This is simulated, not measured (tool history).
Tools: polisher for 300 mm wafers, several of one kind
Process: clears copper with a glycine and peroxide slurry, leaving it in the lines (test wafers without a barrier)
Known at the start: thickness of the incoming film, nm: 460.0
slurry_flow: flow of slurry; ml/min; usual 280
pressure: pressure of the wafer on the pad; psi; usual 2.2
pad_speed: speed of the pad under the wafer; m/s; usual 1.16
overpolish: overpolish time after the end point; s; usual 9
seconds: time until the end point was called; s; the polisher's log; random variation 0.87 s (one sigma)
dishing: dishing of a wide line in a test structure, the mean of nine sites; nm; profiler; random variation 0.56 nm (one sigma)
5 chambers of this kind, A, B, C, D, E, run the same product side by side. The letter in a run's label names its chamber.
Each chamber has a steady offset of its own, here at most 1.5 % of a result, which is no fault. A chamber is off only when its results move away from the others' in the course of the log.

run	day	slurry_flow	pressure	pad_speed	overpolish	wafers polished on this pad	hours since the slurry nozzle was cleaned	hours since the head pressure was calibrated	seconds	dishing
# day 0.029: chamber D: worn pad replaced by a new one
1A	0.196	280	2.2	1.16	9	240	406.6	810.5	81.937	34.124
2D	0.488	280	2.2	1.16	9	116	273.5	541.5	81.128	33.657
3C	0.675	280	2.2	1.16	9	380	229.8	775.2	83.298	34.112
# day 0.696: chamber A: slurry nozzle cleaned
# day 0.733: chamber D: slurry nozzle cleaned
# day 0.754: chamber E: slurry nozzle cleaned
4E	0.871	280	2.2	1.16	9	979	2.8	682.3	82.484	34.850
5B	1.058	280	2.2	1.16	9	342	307.3	737.2	82.931	34.953
6C	1.350	280	2.2	1.16	9	552	246.0	791.4	83.509	33.564
7D	1.725	280	2.2	1.16	9	431	23.8	571.2	82.908	34.070
8B	2.033	280	2.9	1.16	9	590	330.7	760.6	67.364	41.265
# day 2.196: chamber A: worn pad replaced by a new one
9E	2.458	280	2.9	1.16	9	1383	40.9	720.4	64.957	42.008
10A	2.688	280	2.9	1.16	9	125	47.8	870.3	66.122	43.206
11E	3.079	280	2.9	1.16	9	1541	55.8	735.3	65.251	42.642
12D	3.317	280	2.9	1.16	9	836	62.0	609.4	65.370	42.078
# day 3.483: chamber E: worn pad replaced by a new one
13C	3.642	280	2.2	0.78	9	1135	301.0	846.4	114.870	26.554
# day 3.758: chamber C: worn pad replaced by a new one
# day 3.762: chamber A: head pressure recalibrated
# day 3.883: chamber B: worn pad replaced by a new one
14A	3.912	280	2.2	0.78	9	437	77.2	3.6	105.660	28.221
15B	4.246	280	2.2	0.78	9	93	383.8	813.7	113.110	26.379
16A	4.442	280	2.2	0.78	9	571	89.9	16.3	108.690	28.770
# day 4.479: chamber D: head pressure recalibrated
17B	4.696	280	2.2	0.78	9	207	394.6	824.5	114.810	26.065
# day 4.767: chamber D: worn pad replaced by a new one
18D	4.896	320	2.2	1.16	4	33	99.9	10.0	80.885	16.632
# day 5.125: chamber A: worn pad replaced by a new one
19C	5.158	320	2.2	1.16	4	356	337.4	882.8	83.839	16.647
20E	5.579	320	2.2	1.16	4	533	115.8	795.3	79.212	16.942
21C	5.925	320	2.2	1.16	4	552	355.8	901.2	82.619	16.531
22B	6.333	320	2.2	1.16	4	624	433.9	863.8	82.960	16.569
23D	6.546	280	2.2	1.16	9	453	139.5	49.6	80.061	34.748
24E	6.904	280	2.2	1.16	9	870	147.6	827.1	82.502	34.147
25A	7.238	280	2.2	1.16	9	538	157.0	83.4	77.659	36.182
# day 7.417: chamber C: worn pad replaced by a new one
26A	7.550	280	2.2	1.16	9	617	164.5	90.9	77.612	37.081
27C	7.883	280	2.2	1.16	9	118	402.8	948.2	83.987	34.722
# day 7.904: chamber B: worn pad replaced by a new one
28E	8.229	280	2.2	1.16	9	1207	179.4	858.9	83.134	34.781
# day 8.433: chamber D: worn pad replaced by a new one
29B	8.475	280	2.2	1.16	11	146	485.3	915.2	82.044	41.383
30D	8.683	280	2.2	1.16	11	64	190.8	100.9	81.251	40.966
31B	8.929	280	2.2	1.16	11	261	496.2	926.1	82.694	40.205
32C	9.142	280	2.2	1.16	11	439	433.0	978.4	84.545	41.863

Next, every chamber runs the same settings. What will each give?
33A	9.446	280	2.2	1.30	9				?	?
33B	9.446	280	2.2	1.30	9				?	?
33C	9.446	280	2.2	1.30	9				?	?
33D	9.446	280	2.2	1.30	9				?	?
33E	9.446	280	2.2	1.30	9				?	?

run	seconds	dishing
33A	69.509	38.701
33B	74.126	37.731
33C	76.214	36.994
33D	73.606	37.904
33E	75.129	36.061
